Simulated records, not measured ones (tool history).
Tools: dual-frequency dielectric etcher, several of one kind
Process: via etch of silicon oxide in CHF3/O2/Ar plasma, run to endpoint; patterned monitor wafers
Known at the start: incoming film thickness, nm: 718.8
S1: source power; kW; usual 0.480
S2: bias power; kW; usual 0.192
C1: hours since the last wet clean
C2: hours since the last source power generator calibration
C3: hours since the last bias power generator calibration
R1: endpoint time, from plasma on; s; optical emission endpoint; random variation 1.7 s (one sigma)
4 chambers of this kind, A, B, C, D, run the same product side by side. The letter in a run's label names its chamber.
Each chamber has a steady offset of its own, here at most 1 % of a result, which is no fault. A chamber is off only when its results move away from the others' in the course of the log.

{"run": "1D", "hour": 3.1, "S1": 0.48, "S2": 0.192, "C1": 329.4, "C2": 1902.3, "C3": 2939.3, "R1": 391.06}
{"run": "2C", "hour": 6.2, "S1": 0.48, "S2": 0.192, "C1": 412.9, "C2": 1413.0, "C3": 309.0, "R1": 382.99}
{"run": "3A", "hour": 11.4, "S1": 0.48, "S2": 0.192, "C1": 549.5, "C2": 1356.8, "C3": 1424.0, "R1": 383.46}
{"run": "4B", "hour": 17.3, "S1": 0.48, "S2": 0.192, "C1": 508.2, "C2": 2519.3, "C3": 1415.1, "R1": 388.83}
{"run": "5B", "hour": 21.4, "S1": 0.59, "S2": 0.23, "C1": 512.3, "C2": 2523.4, "C3": 1419.2, "R1": 339.74}
{"run": "6C", "hour": 25.1, "S1": 0.59, "S2": 0.23, "C1": 431.8, "C2": 1431.9, "C3": 327.9, "R1": 336.67}
{"hour": 26.3, "done": "chamber A: wet clean of the chamber"}
{"run": "7D", "hour": 29.1, "S1": 0.59, "S2": 0.23, "C1": 355.4, "C2": 1928.3, "C3": 2965.3, "R1": 341.96}
{"run": "8A", "hour": 33.5, "S1": 0.59, "S2": 0.23, "C1": 7.3, "C2": 1378.9, "C3": 1446.1, "R1": 335.71}
{"run": "9B", "hour": 37.4, "S1": 0.48, "S2": 0.192, "C1": 528.3, "C2": 2539.4, "C3": 1435.2, "R1": 387.53}
{"run": "10A", "hour": 41.9, "S1": 0.48, "S2": 0.192, "C1": 15.7, "C2": 1387.3, "C3": 1454.5, "R1": 387.16}
{"hour": 45.9, "done": "chamber B: wet clean of the chamber"}
{"run": "11C", "hour": 46.6, "S1": 0.48, "S2": 0.192, "C1": 453.3, "C2": 1453.4, "C3": 349.4, "R1": 384.93}
{"run": "12D", "hour": 51.3, "S1": 0.48, "S2": 0.192, "C1": 377.6, "C2": 1950.5, "C3": 2987.5, "R1": 391.98}
{"run": "13C", "hour": 54.4, "S1": 0.48, "S2": 0.192, "C1": 461.1, "C2": 1461.2, "C3": 357.2, "R1": 386.74}
{"run": "14A", "hour": 59.8, "S1": 0.4, "S2": 0.192, "C1": 33.6, "C2": 1405.2, "C3": 1472.4, "R1": 419.06}
{"run": "15D", "hour": 65.3, "S1": 0.4, "S2": 0.192, "C1": 391.6, "C2": 1964.5, "C3": 3001.5, "R1": 419.0}
{"run": "16B", "hour": 70.8, "S1": 0.4, "S2": 0.192, "C1": 25.0, "C2": 2572.8, "C3": 1468.6, "R1": 419.58}
{"run": "17A", "hour": 75.2, "S1": 0.4, "S2": 0.192, "C1": 49.0, "C2": 1420.6, "C3": 1487.8, "R1": 412.56}
{"run": "18B", "hour": 78.6, "S1": 0.48, "S2": 0.192, "C1": 32.8, "C2": 2580.6, "C3": 1476.4, "R1": 389.05}
{"run": "19C", "hour": 84.0, "S1": 0.48, "S2": 0.192, "C1": 490.7, "C2": 1490.8, "C3": 386.8, "R1": 384.39}
{"run": "20D", "hour": 87.8, "S1": 0.48, "S2": 0.192, "C1": 414.1, "C2": 1987.0, "C3": 3024.0, "R1": 390.54}
{"run": "21C", "hour": 90.8, "S1": 0.48, "S2": 0.192, "C1": 497.5, "C2": 1497.6, "C3": 393.6, "R1": 384.53}
{"run": "22A", "hour": 95.2, "S1": 0.48, "S2": 0.192, "C1": 69.0, "C2": 1440.6, "C3": 1507.8, "R1": 388.5}
{"run": "23D", "hour": 98.5, "S1": 0.48, "S2": 0.192, "C1": 424.8, "C2": 1997.7, "C3": 3034.7, "R1": 388.74}
{"run": "24B", "hour": 103.9, "S1": 0.48, "S2": 0.192, "C1": 58.1, "C2": 2605.9, "C3": 1501.7, "R1": 386.73}
{"run": "25C", "hour": 106.6, "S1": 0.39, "S2": 0.173, "C1": 513.3, "C2": 1513.4, "C3": 409.4, "R1": 433.62}
{"run": "26D", "hour": 110.7, "S1": 0.39, "S2": 0.173, "C1": 437.0, "C2": 2009.9, "C3": 3046.9, "R1": 440.25}
{"run": "27B", "hour": 113.3, "S1": 0.39, "S2": 0.173, "C1": 67.5, "C2": 2615.3, "C3": 1511.1, "R1": 434.92}
{"run": "28A", "hour": 116.2, "S1": 0.39, "S2": 0.173, "C1": 90.0, "C2": 1461.6, "C3": 1528.8, "R1": 433.92}

What goes on in this fleet: one chamber off, a drifting gauge, or nothing beyond the chambers' own small offsets? Name the chamber and the cause, if any.

No chamber stands off beyond its own small offset, and the gauge holds steady.

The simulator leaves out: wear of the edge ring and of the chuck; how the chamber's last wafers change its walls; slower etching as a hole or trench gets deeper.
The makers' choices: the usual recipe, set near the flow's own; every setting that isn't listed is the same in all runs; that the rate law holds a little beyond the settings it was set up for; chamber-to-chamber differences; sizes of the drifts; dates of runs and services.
